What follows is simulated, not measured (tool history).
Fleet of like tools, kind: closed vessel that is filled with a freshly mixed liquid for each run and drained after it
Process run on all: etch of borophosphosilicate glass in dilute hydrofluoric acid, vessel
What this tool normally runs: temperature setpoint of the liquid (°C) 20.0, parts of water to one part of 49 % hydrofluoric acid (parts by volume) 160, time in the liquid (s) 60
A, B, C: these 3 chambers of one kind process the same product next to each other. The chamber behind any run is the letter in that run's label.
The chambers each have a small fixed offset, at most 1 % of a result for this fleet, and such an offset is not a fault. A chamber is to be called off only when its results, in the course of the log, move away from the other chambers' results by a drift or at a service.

| run | hour | temperature setpoint of the liquid (°C) | parts of water to one part of 49 % hydrofluoric acid (parts by volume) | time in the liquid (s) | read-back film thickness of the borophosphosilicate glass reference wafer, read on the same gauge (nm) | thickness taken off the borophosphosilicate glass on a monitor wafer (angstrom) |
|---|---|---|---|---|---|---|
| 1B | 6.2 | 20.0 | 160 | 60 | 130.05 | 246.51 |
| 2C | 12.2 | 20.0 | 160 | 60 | 129.98 | 245.27 |
| 3A | 17.6 | 20.0 | 160 | 60 | 130.02 | 240.36 |
| 4B | 24.1 | 20.0 | 160 | 60 | 129.97 | 245.28 |
| 5A | 33.0 | 20.0 | 160 | 60 | 130.01 | 241.17 |
| 6C | 42.7 | 20.0 | 160 | 60 | 129.95 | 241.72 |
| 7B | 49.6 | 20.0 | 160 | 60 | 129.99 | 243.05 |
| 8C | 57.2 | 20.0 | 160 | 60 | 130.00 | 243.56 |
| 9A | 65.8 | 20.0 | 160 | 60 | 130.00 | 238.97 |
| 10C | 70.6 | 20.0 | 160 | 60 | 130.02 | 242.36 |
| 11B | 79.3 | 20.0 | 120 | 80 | 130.00 | 438.98 |
| 12A | 86.0 | 20.0 | 120 | 80 | 130.01 | 450.23 |
| 13C | 94.4 | 20.0 | 120 | 80 | 129.99 | 448.18 |
| 14B | 103.5 | 20.0 | 220 | 60 | 130.01 | 162.91 |
| 15A | 109.3 | 20.0 | 220 | 60 | 130.00 | 164.37 |
| 16A | 113.8 | 20.0 | 220 | 60 | 130.01 | 167.26 |
| 17B | 119.9 | 24.0 | 160 | 35 | 130.01 | 159.74 |
| 18C | 127.7 | 24.0 | 160 | 35 | 129.97 | 163.88 |
| 19A | 137.7 | 24.0 | 160 | 35 | 130.03 | 163.54 |
| 20B | 146.0 | 20.0 | 160 | 60 | 130.07 | 232.52 |
| 21C | 152.7 | 20.0 | 160 | 60 | 129.98 | 241.47 |
| 22A | 157.7 | 22.5 | 120 | 60 | 129.96 | 373.52 |
| 23B | 164.1 | 22.5 | 120 | 60 | 129.98 | 348.44 |
| 24C | 168.8 | 22.5 | 120 | 60 | 129.99 | 368.31 |
| 25A | 174.0 | 20.0 | 160 | 60 | 130.01 | 243.10 |
| 26B | 183.1 | 20.0 | 160 | 60 | 130.03 | 223.67 |
| 27C | 188.9 | 20.0 | 160 | 60 | 130.03 | 243.15 |
| 28C | 197.5 | 20.0 | 160 | 60 | 129.99 | 244.06 |
| 29A | 204.5 | 20.0 | 160 | 60 | 130.04 | 240.08 |
| 30B | 210.1 | 20.0 | 160 | 60 | 129.98 | 221.13 |

Has any chamber moved away from the others, gradually or after a service, or does the common gauge drift, or do the chambers differ only by their own small steady offsets? State the chamber and the most likely cause if one applies.

It is chamber B that slowly wanders off from its peers.
Most likely cause: hydrofluoric acid flow below the setpoint (%) = 7.93.
The log may not separate it from: liquid colder than its thermometer reads (K).

Chamber B could run next with any of the 4 candidate recipes listed below; each alters the usual settings, and their results appear as question marks. Which one brings its results back in line with what the other chambers deliver on the usual settings?
In-line tolerance around the mean of the other chambers on the usual settings: thickness taken off the borophosphosilicate glass on a monitor wafer (angstrom) 6.00
| 31B-1 | 217.5 | 20.0 | 165 | 60 |  | ? |
| 31B-2 | 217.5 | 20.0 | 160 | 55 |  | ? |
| 31B-3 | 217.5 | 22.5 | 160 | 60 |  | ? |
| 31B-4 | 217.5 | 20.0 | 155 | 60 |  | ? |

The other chambers' mean on the usual settings: thickness taken off the borophosphosilicate glass on a monitor wafer (angstrom) 242.38
| run | thickness taken off the borophosphosilicate glass on a monitor wafer (angstrom) |
|---|---|
| 31B-1 | 213.91 |
| 31B-2 | 203.28 |
| 31B-3 | 244.39 |
| 31B-4 | 230.12 |
The right change is 31B-3: it brings the chamber back within the allowed miss of the others.
